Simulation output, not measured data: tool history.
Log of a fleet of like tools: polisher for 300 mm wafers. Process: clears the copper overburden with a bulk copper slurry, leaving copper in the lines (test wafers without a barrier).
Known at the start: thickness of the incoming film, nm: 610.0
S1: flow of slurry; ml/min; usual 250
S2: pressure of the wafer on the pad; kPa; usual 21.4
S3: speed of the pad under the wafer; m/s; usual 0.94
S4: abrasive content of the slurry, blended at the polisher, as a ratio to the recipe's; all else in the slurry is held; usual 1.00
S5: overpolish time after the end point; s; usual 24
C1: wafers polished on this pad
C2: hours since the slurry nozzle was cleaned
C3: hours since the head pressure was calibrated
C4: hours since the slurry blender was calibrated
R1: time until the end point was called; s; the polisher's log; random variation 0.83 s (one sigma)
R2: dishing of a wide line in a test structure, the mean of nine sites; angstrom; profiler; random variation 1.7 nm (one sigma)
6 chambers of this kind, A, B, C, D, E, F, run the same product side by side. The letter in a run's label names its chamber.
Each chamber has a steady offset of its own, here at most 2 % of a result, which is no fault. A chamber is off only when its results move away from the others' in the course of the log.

| run | hour | S1 | S2 | S3 | S4 | S5 | C1 | C2 | C3 | C4 | R1 | R2 |
|---|---|---|---|---|---|---|---|---|---|---|---|---|
| 1C | 4.7 | 250 | 21.4 | 0.94 | 1.00 | 24 | 497 | 137.6 | 272.7 | 87.6 | 53.779 | 846.91 |
|  | 5.8 | chamber D: worn pad replaced by a new one |
|  | 6.3 | chamber B: worn pad replaced by a new one |
| 2D | 12.0 | 250 | 21.4 | 0.94 | 1.00 | 24 | 34 | 103.5 | 695.0 | 344.1 | 55.654 | 910.50 |
| 3A | 19.7 | 250 | 21.4 | 0.94 | 1.00 | 24 | 602 | 236.0 | 489.1 | 49.4 | 54.461 | 889.44 |
| 4B | 26.3 | 250 | 21.4 | 0.94 | 1.00 | 24 | 110 | 135.9 | 270.5 | 323.8 | 54.024 | 877.07 |
| 5E | 33.3 | 250 | 21.4 | 0.64 | 1.00 | 24 | 345 | 265.5 | 863.2 | 108.9 | 79.642 | 751.09 |
| 6F | 38.1 | 250 | 21.4 | 0.64 | 1.00 | 24 | 1237 | 98.0 | 337.5 | 233.5 | 80.603 | 777.48 |
| 7F | 45.5 | 250 | 21.4 | 0.64 | 1.00 | 24 | 1278 | 105.4 | 344.9 | 240.9 | 78.622 | 740.03 |
| 8D | 49.7 | 250 | 21.4 | 0.64 | 1.00 | 24 | 241 | 141.2 | 732.7 | 381.8 | 79.603 | 752.77 |
| 9B | 57.9 | 250 | 21.4 | 0.64 | 1.00 | 24 | 283 | 167.5 | 302.1 | 355.4 | 78.534 | 791.78 |
| 10A | 63.1 | 250 | 21.4 | 0.64 | 1.00 | 24 | 841 | 279.4 | 532.5 | 92.8 | 78.895 | 802.85 |
| 11E | 66.9 | 250 | 21.4 | 0.94 | 1.00 | 33 | 529 | 299.1 | 896.8 | 142.5 | 55.176 | 925.44 |
|  | 68.1 | chamber E: worn pad replaced by a new one |
| 12C | 74.7 | 250 | 21.4 | 0.94 | 1.00 | 33 | 882 | 207.6 | 342.7 | 157.6 | 54.778 | 972.11 |
|  | 80.5 | chamber D: slurry blender recalibrated |
| 13B | 81.9 | 250 | 21.4 | 0.94 | 1.00 | 33 | 415 | 191.5 | 326.1 | 379.4 | 54.404 | 908.17 |
|  | 85.0 | chamber D: worn pad replaced by a new one |
| 14D | 87.9 | 250 | 21.4 | 0.94 | 1.00 | 33 | 16 | 179.4 | 770.9 | 7.4 | 54.230 | 930.62 |
|  | 93.6 | chamber B: slurry blender recalibrated |
| 15F | 94.3 | 250 | 21.4 | 0.94 | 1.00 | 33 | 1546 | 154.2 | 393.7 | 289.7 | 56.283 | 950.33 |
|  | 97.9 | chamber F: worn pad replaced by a new one |
| 16E | 98.3 | 250 | 21.4 | 0.94 | 1.00 | 33 | 166 | 330.5 | 928.2 | 173.9 | 53.619 | 937.29 |
| 17A | 104.8 | 250 | 21.4 | 0.94 | 1.00 | 24 | 1070 | 321.1 | 574.2 | 134.5 | 52.472 | 852.83 |
|  | 109.0 | chamber C: worn pad replaced by a new one |
|  | 109.3 | chamber B: worn pad replaced by a new one |
|  | 109.9 | chamber B: slurry nozzle cleaned |
| 18C | 110.5 | 250 | 21.4 | 0.94 | 1.00 | 24 | 8 | 243.4 | 378.5 | 193.4 | 53.587 | 850.57 |
|  | 114.5 | chamber A: worn pad replaced by a new one |
| 19B | 117.8 | 250 | 21.4 | 0.94 | 1.00 | 24 | 46 | 8.0 | 362.0 | 24.2 | 53.217 | 876.24 |
| 20E | 124.5 | 250 | 21.4 | 0.94 | 1.00 | 24 | 310 | 356.7 | 954.4 | 200.1 | 52.922 | 843.73 |
|  | 131.1 | chamber F: slurry blender recalibrated |
| 21D | 132.1 | 250 | 21.4 | 0.94 | 1.15 | 24 | 259 | 223.6 | 815.1 | 51.6 | 53.941 | 915.76 |
| 22C | 135.8 | 250 | 21.4 | 0.94 | 1.15 | 24 | 147 | 268.7 | 403.8 | 218.7 | 52.567 | 918.20 |
| 23A | 141.3 | 250 | 21.4 | 0.94 | 1.15 | 24 | 147 | 357.6 | 610.7 | 171.0 | 51.020 | 890.14 |
| 24F | 147.2 | 250 | 21.4 | 0.94 | 1.15 | 24 | 271 | 207.1 | 446.6 | 16.1 | 52.538 | 901.68 |
| 25C | 152.5 | 250 | 21.4 | 0.94 | 1.15 | 24 | 239 | 285.4 | 420.5 | 235.4 | 52.906 | 889.15 |
| 26E | 157.4 | 250 | 21.4 | 0.94 | 1.15 | 24 | 491 | 389.6 | 987.3 | 233.0 | 51.626 | 850.93 |
|  | 158.5 | chamber F: slurry nozzle cleaned |
|  | 162.0 | chamber E: worn pad replaced by a new one |
| 27D | 162.0 | 250 | 21.4 | 0.94 | 0.70 | 15 | 423 | 253.5 | 845.0 | 81.5 | 60.314 | 708.86 |
|  | 165.6 | chamber D: worn pad replaced by a new one |
| 28A | 168.5 | 250 | 21.4 | 0.94 | 0.70 | 15 | 297 | 384.8 | 637.9 | 198.2 | 59.866 | 728.08 |
| 29B | 174.4 | 250 | 21.4 | 0.94 | 0.70 | 15 | 358 | 64.6 | 418.6 | 80.8 | 57.375 | 719.63 |
|  | 177.0 | chamber A: slurry nozzle cleaned |
|  | 179.9 | chamber A: slurry blender recalibrated |
| 30F | 180.1 | 250 | 21.4 | 0.94 | 0.70 | 15 | 452 | 21.6 | 479.5 | 49.0 | 58.089 | 725.92 |
|  | 184.4 | chamber C: slurry nozzle cleaned |
| 31C | 186.6 | 250 | 21.4 | 0.94 | 0.70 | 15 | 426 | 2.3 | 454.6 | 269.5 | 57.875 | 678.15 |
| 32E | 193.2 | 250 | 21.4 | 0.94 | 0.70 | 15 | 172 | 425.4 | 1023.1 | 268.8 | 59.129 | 703.76 |
| 33F | 199.3 | 250 | 21.4 | 1.04 | 1.00 | 30 | 557 | 40.8 | 498.7 | 68.2 | 50.475 | 956.11 |
| 34A | 206.2 | 250 | 21.4 | 1.04 | 1.00 | 30 | 504 | 29.2 | 675.6 | 26.3 | 48.930 | 919.51 |
|  | 209.2 | chamber D: slurry nozzle cleaned |
| 35B | 210.8 | 250 | 21.4 | 1.04 | 1.00 | 30 | 558 | 101.0 | 455.0 | 117.2 | 49.926 | 943.48 |
|  | 215.5 | chamber E: slurry nozzle cleaned |
| 36D | 217.6 | 250 | 21.4 | 1.04 | 1.00 | 30 | 286 | 8.4 | 900.6 | 137.1 | 49.691 | 910.68 |
|  | 222.1 | chamber B: worn pad replaced by a new one |
| 37C | 222.8 | 250 | 21.4 | 1.04 | 1.00 | 30 | 625 | 38.5 | 490.8 | 305.7 | 48.676 | 952.80 |
| 38F | 227.0 | 250 | 21.4 | 1.04 | 1.00 | 30 | 710 | 68.5 | 526.4 | 95.9 | 48.669 | 954.01 |
| 39E | 233.5 | 250 | 21.4 | 0.94 | 1.00 | 24 | 393 | 18.1 | 1063.4 | 309.1 | 52.621 | 901.07 |
| 40D | 240.3 | 250 | 21.4 | 0.94 | 1.00 | 24 | 411 | 31.1 | 923.3 | 159.8 | 54.291 | 859.36 |
| 41A | 246.7 | 250 | 21.4 | 0.94 | 1.00 | 24 | 727 | 69.7 | 716.1 | 66.8 | 54.470 | 851.75 |
| 42B | 254.8 | 250 | 21.4 | 0.94 | 1.00 | 24 | 180 | 145.0 | 499.0 | 161.2 | 55.192 | 869.52 |
| 43A | 259.1 | 250 | 21.4 | 0.94 | 1.00 | 24 | 795 | 82.1 | 728.5 | 79.2 | 54.899 | 867.07 |
| 44E | 266.3 | 250 | 21.4 | 0.94 | 1.00 | 24 | 573 | 50.9 | 1096.2 | 341.9 | 54.043 | 869.28 |

What goes on in this fleet: one chamber off, a drifting gauge, or nothing beyond the chambers' own small offsets? Name the chamber and the cause, if any.

No chamber stands off beyond its own small offset, and the gauge holds steady.

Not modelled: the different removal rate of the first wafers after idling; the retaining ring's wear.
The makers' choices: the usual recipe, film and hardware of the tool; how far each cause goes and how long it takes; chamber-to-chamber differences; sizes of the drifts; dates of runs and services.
